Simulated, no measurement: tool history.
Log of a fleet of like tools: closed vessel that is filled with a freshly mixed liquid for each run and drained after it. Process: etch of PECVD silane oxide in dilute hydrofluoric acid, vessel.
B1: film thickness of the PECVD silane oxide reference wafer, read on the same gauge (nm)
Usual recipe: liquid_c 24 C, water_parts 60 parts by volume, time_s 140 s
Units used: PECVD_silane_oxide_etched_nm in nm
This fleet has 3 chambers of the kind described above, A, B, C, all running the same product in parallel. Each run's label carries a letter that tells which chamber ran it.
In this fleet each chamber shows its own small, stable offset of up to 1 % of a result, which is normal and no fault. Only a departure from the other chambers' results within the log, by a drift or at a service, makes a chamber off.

run 1C hour=11.5 | liquid_c=24 water_parts=60 time_s=140 | B1=100.000 | PECVD_silane_oxide_etched_nm=57.175
run 2B hour=23.6 | liquid_c=24 water_parts=60 time_s=140 | B1=99.976 | PECVD_silane_oxide_etched_nm=56.114
run 3A hour=32.8 | liquid_c=24 water_parts=60 time_s=140 | B1=100.040 | PECVD_silane_oxide_etched_nm=56.959
run 4B hour=44.5 | liquid_c=24 water_parts=60 time_s=140 | B1=100.000 | PECVD_silane_oxide_etched_nm=55.494
-- hour=54.3 chamber C: thermometer replaced
run 5A hour=55.3 | liquid_c=24 water_parts=60 time_s=140 | B1=100.020 | PECVD_silane_oxide_etched_nm=56.968
run 6C hour=60.9 | liquid_c=24 water_parts=60 time_s=140 | B1=99.982 | PECVD_silane_oxide_etched_nm=56.383
run 7C hour=70.8 | liquid_c=24 water_parts=60 time_s=140 | B1=100.010 | PECVD_silane_oxide_etched_nm=55.873
run 8B hour=79.3 | liquid_c=24 water_parts=60 time_s=140 | B1=100.020 | PECVD_silane_oxide_etched_nm=56.088
run 9A hour=91.6 | liquid_c=24 water_parts=60 time_s=140 | B1=99.945 | PECVD_silane_oxide_etched_nm=56.880
run 10C hour=102.9 | liquid_c=24 water_parts=60 time_s=140 | B1=99.984 | PECVD_silane_oxide_etched_nm=56.431
run 11B hour=115.6 | liquid_c=24 water_parts=60 time_s=140 | B1=100.020 | PECVD_silane_oxide_etched_nm=57.023
run 12A hour=127.9 | liquid_c=24 water_parts=60 time_s=140 | B1=99.975 | PECVD_silane_oxide_etched_nm=55.768
run 13A hour=139.3 | liquid_c=24 water_parts=60 time_s=140 | B1=99.964 | PECVD_silane_oxide_etched_nm=55.775
run 14C hour=146.3 | liquid_c=24 water_parts=60 time_s=140 | B1=99.998 | PECVD_silane_oxide_etched_nm=54.896
run 15B hour=153.5 | liquid_c=24 water_parts=60 time_s=140 | B1=100.000 | PECVD_silane_oxide_etched_nm=55.610
run 16B hour=163.3 | liquid_c=24 water_parts=60 time_s=140 | B1=100.010 | PECVD_silane_oxide_etched_nm=55.766
run 17C hour=172.5 | liquid_c=24 water_parts=60 time_s=140 | B1=100.040 | PECVD_silane_oxide_etched_nm=53.078
run 18A hour=181.5 | liquid_c=24 water_parts=60 time_s=140 | B1=99.998 | PECVD_silane_oxide_etched_nm=56.430
run 19A hour=190.5 | liquid_c=24 water_parts=90 time_s=65 | B1=99.998 | PECVD_silane_oxide_etched_nm=16.676
run 20B hour=200.5 | liquid_c=24 water_parts=90 time_s=65 | B1=100.000 | PECVD_silane_oxide_etched_nm=16.598
run 21C hour=209.8 | liquid_c=24 water_parts=90 time_s=65 | B1=100.020 | PECVD_silane_oxide_etched_nm=15.565
run 22B hour=222.0 | liquid_c=24 water_parts=60 time_s=140 | B1=100.000 | PECVD_silane_oxide_etched_nm=55.206
run 23C hour=231.3 | liquid_c=24 water_parts=60 time_s=140 | B1=99.975 | PECVD_silane_oxide_etched_nm=51.219
run 24A hour=238.2 | liquid_c=24 water_parts=60 time_s=140 | B1=100.030 | PECVD_silane_oxide_etched_nm=56.123
run 25A hour=246.3 | liquid_c=24 water_parts=60 time_s=140 | B1=100.010 | PECVD_silane_oxide_etched_nm=57.225
run 26C hour=253.2 | liquid_c=24 water_parts=60 time_s=140 | B1=100.010 | PECVD_silane_oxide_etched_nm=50.298
run 27B hour=261.1 | liquid_c=24 water_parts=60 time_s=140 | B1=100.000 | PECVD_silane_oxide_etched_nm=55.576
run 28C hour=268.7 | liquid_c=24 water_parts=60 time_s=180 | B1=100.010 | PECVD_silane_oxide_etched_nm=64.479

Predict what each chamber gives when all 3 of them run the settings below next.
run 29A hour=277.9 | liquid_c=24 water_parts=60 time_s=215 | PECVD_silane_oxide_etched_nm=?
run 29B hour=277.9 | liquid_c=24 water_parts=60 time_s=215 | PECVD_silane_oxide_etched_nm=?
run 29C hour=277.9 | liquid_c=24 water_parts=60 time_s=215 | PECVD_silane_oxide_etched_nm=?

run=29A PECVD_silane_oxide_etched_nm=85.047
run=29B PECVD_silane_oxide_etched_nm=86.910
run=29C PECVD_silane_oxide_etched_nm=76.548
